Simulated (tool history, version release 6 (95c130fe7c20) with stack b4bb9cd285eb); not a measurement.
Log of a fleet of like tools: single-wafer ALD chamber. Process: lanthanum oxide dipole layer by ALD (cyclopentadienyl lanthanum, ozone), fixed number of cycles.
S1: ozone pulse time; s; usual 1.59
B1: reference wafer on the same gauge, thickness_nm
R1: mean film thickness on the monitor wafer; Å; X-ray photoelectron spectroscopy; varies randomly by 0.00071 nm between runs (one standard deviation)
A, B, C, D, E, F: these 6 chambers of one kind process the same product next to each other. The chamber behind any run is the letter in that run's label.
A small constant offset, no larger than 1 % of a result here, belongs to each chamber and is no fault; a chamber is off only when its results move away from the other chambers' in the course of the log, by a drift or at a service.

run	hour	S1	B1	R1
1C	5.7	1.59	0.62702	5.5239
2E	11.2	1.59	0.62721	5.5449
3F	14.6	1.59	0.62732	5.4969
4A	17.4	1.59	0.62744	5.504
# hour 18.3: chamber F: ozone generator serviced
5D	22.1	1.59	0.62763	5.596
6B	27	1.59	0.62744	5.5278
7C	33.3	1.59	0.62771	5.5285
8A	37.1	1.59	0.62754	5.5262
9B	43.3	1.89	0.62788	5.6391
10E	46.5	1.89	0.62808	5.6645
11F	51.1	1.89	0.62784	5.6047
12D	54.4	1.89	0.62819	5.7025
# hour 55.2: chamber B: thermocouple changed; heater temperature recalibrated
13E	59.6	1.89	0.62808	5.6614
14A	62.7	1.89	0.62823	5.6276
15D	69.1	1.59	0.62822	5.6058
16B	72.2	1.59	0.62838	5.5446
17F	76.7	1.59	0.62837	5.5103
18C	81.1	1.59	0.62843	5.5414
19C	86.2	1.59	0.62832	5.5404
20B	90.9	1.59	0.62872	5.5363
21F	95.4	1.59	0.62899	5.5175
22A	100.8	1.59	0.62899	5.5252
23D	107	1.59	0.62913	5.5891
24E	112.9	1.59	0.62914	5.5778
25E	116.3	1.59	0.6292	5.5715
26C	122.8	1.91	0.6295	5.6571
27F	127.8	1.91	0.62945	5.6279
# hour 131.5: chamber C: ozone generator serviced
28B	131.8	1.91	0.62941	5.6493
29D	135.6	1.91	0.62957	5.7215
30A	141.6	1.91	0.62981	5.6384
31C	144.7	1.91	0.62949	5.657
32B	148.6	1.37	0.62978	5.4167
33E	154.5	1.37	0.62995	5.4372
34F	159	1.37	0.62983	5.3894
35D	162	1.37	0.63015	5.4831
36A	165.5	1.37	0.63025	5.4092
37E	170.5	1.37	0.63014	5.4483

Is one chamber out of step, is the gauge drifting, or do the chambers differ by no more than their own small offsets? For an off chamber, give its letter and the likeliest cause.

The gauge drifts, so all chambers seem to drift together. No chamber is off.
Likeliest cause: gauge reads high (%) = 0.524.

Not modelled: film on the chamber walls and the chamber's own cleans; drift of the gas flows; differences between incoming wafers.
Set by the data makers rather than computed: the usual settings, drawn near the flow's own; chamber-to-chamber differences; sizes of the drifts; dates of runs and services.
